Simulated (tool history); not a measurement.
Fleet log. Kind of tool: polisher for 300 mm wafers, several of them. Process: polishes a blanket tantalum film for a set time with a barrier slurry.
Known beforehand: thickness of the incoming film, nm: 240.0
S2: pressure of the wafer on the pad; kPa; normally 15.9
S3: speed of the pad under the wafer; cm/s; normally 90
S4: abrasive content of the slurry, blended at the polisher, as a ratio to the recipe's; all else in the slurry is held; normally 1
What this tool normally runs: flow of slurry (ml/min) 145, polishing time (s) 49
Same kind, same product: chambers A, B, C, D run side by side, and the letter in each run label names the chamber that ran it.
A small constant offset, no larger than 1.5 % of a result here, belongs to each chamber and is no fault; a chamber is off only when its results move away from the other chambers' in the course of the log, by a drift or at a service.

At hour 0.1: chamber D: head pressure recalibrated.
Run 1C, hour 9.1: usual settings. Result: film removed (nm) 98.339.
Run 2D, hour 18.5: usual settings. Result: film removed (nm) 96.938.
Run 3B, hour 23.4: usual settings. Result: film removed (nm) 100.65.
Run 4A, hour 32.5: usual settings. Result: film removed (nm) 99.429.
At hour 40.8: chamber B: worn pad replaced by a new one.
At hour 42.3: chamber C: worn pad replaced by a new one.
Run 5C, hour 42.8: usual settings but S3 112 cm/s, polishing time (s) 38. Result: film removed (nm) 94.918.
Run 6B, hour 48.7: usual settings but S3 112 cm/s, polishing time (s) 38. Result: film removed (nm) 97.484.
Run 7D, hour 54.9: usual settings but S3 112 cm/s, polishing time (s) 38. Result: film removed (nm) 94.051.
Run 8A, hour 59.9: usual settings but S3 112 cm/s, polishing time (s) 38. Result: film removed (nm) 96.503.
At hour 60.7: chamber D: worn pad replaced by a new one.
At hour 63.3: chamber B: slurry nozzle cleaned.
At hour 67.2: chamber A: worn pad replaced by a new one.
Run 9A, hour 68.7: usual settings. Result: film removed (nm) 100.43.
Run 10C, hour 74.4: usual settings. Result: film removed (nm) 99.76.
Run 11B, hour 83.4: usual settings. Result: film removed (nm) 99.905.
At hour 90.2: chamber B: worn pad replaced by a new one.
Run 12D, hour 92.4: usual settings. Result: film removed (nm) 96.628.
At hour 92.7: chamber B: head pressure recalibrated.
Run 13D, hour 97.9: usual settings but polishing time (s) 42. Result: film removed (nm) 83.735.
Run 14A, hour 107.5: usual settings but polishing time (s) 42. Result: film removed (nm) 86.393.
Run 15B, hour 114.1: usual settings but polishing time (s) 42. Result: film removed (nm) 79.445.
Run 16C, hour 120.8: usual settings but polishing time (s) 42. Result: film removed (nm) 84.766.
Run 17B, hour 128.3: usual settings. Result: film removed (nm) 91.119.
At hour 132.8: chamber C: worn pad replaced by a new one.
Run 18D, hour 138: usual settings. Result: film removed (nm) 96.217.
At hour 138.1: chamber D: worn pad replaced by a new one.
Run 19C, hour 145: usual settings. Result: film removed (nm) 99.527.
At hour 149.9: chamber B: worn pad replaced by a new one.
Run 20A, hour 150.4: usual settings but S3 118 cm/s, S4 0.85. Result: film removed (nm) 125.28.
At hour 151.3: chamber A: worn pad replaced by a new one.
Run 21B, hour 155.9: usual settings but S3 118 cm/s, S4 0.85. Result: film removed (nm) 114.32.
At hour 162: chamber C: slurry nozzle cleaned.
Run 22C, hour 162.4: usual settings but S3 118 cm/s, S4 0.85. Result: film removed (nm) 124.74.
Run 23A, hour 167.8: usual settings but S3 118 cm/s, S4 0.85. Result: film removed (nm) 127.01.
Run 24D, hour 173.9: usual settings. Result: film removed (nm) 99.273.
Run 25B, hour 179.9: usual settings. Result: film removed (nm) 91.731.
At hour 185.6: chamber D: slurry blender recalibrated.
Run 26A, hour 188.9: usual settings. Result: film removed (nm) 97.202.
Run 27D, hour 196.1: usual settings. Result: film removed (nm) 97.213.
At hour 204: chamber B: worn pad replaced by a new one.
Run 28C, hour 204: usual settings but S3 116 cm/s, polishing time (s) 61. Result: film removed (nm) 161.01.
At hour 208.8: chamber D: worn pad replaced by a new one.
Run 29C, hour 208.9: usual settings but S3 116 cm/s, polishing time (s) 61. Result: film removed (nm) 161.83.
At hour 211.1: chamber D: slurry nozzle cleaned.
Run 30D, hour 216.9: usual settings but S3 116 cm/s, polishing time (s) 61. Result: film removed (nm) 154.31.
At hour 218.6: chamber A: slurry blender recalibrated.
Run 31B, hour 225.7: usual settings but S3 116 cm/s, polishing time (s) 61. Result: film removed (nm) 147.39.
Run 32A, hour 231.2: usual settings but S2 21.4 kPa, S3 64 cm/s. Result: film removed (nm) 92.744.
At hour 237.9: chamber C: worn pad replaced by a new one.
Run 33C, hour 240: usual settings but S2 21.4 kPa, S3 64 cm/s. Result: film removed (nm) 95.36.
At hour 243.5: chamber A: worn pad replaced by a new one.
Run 34A, hour 244.8: usual settings but S2 21.4 kPa, S3 64 cm/s. Result: film removed (nm) 93.655.
Run 35D, hour 253.2: usual settings but S2 21.4 kPa, S3 64 cm/s. Result: film removed (nm) 92.905.
At hour 262.4: chamber B: worn pad replaced by a new one.
Run 36B, hour 263.6: usual settings. Result: film removed (nm) 91.808.
Run 37C, hour 273.4: usual settings. Result: film removed (nm) 102.53.
Run 38D, hour 278.1: usual settings. Result: film removed (nm) 95.523.

Is one chamber out of step, is the gauge drifting, or do the chambers differ by no more than their own small offsets? For an off chamber, give its letter and the likeliest cause.

Chamber B came out of a service off from its peers and stayed that way.
Likeliest cause: head's pressure below its setpoint, % = 8.91.

Which of the 4 candidates below, each the usual settings with something changed and its results left as question marks, puts chamber B back in line with what the other chambers give on the usual settings?
A result is in line if it is within this distance of the other chambers' mean on the usual settings: film removed (nm) 3.9
Run 39B-1, hour 285.6: usual settings but S3 94 cm/s, polishing time (s) 51. Result: film removed (nm) ?.
Run 39B-2, hour 285.6: usual settings but S3 84 cm/s, polishing time (s) 45. Result: film removed (nm) ?.
Run 39B-3, hour 285.6: usual settings but S2 17.2 kPa, polishing time (s) 53. Result: film removed (nm) ?.
Run 39B-4, hour 285.6: usual settings but S2 15.2 kPa, S3 86 cm/s. Result: film removed (nm) ?.

The mean the other chambers reach with the usual settings: film removed (nm) 99.1
  run  film removed (nm)
39B-1             100.35
39B-2              79.05
39B-3             108.56
39B-4             84.285
It is 39B-1 that realigns the chamber with its peers.

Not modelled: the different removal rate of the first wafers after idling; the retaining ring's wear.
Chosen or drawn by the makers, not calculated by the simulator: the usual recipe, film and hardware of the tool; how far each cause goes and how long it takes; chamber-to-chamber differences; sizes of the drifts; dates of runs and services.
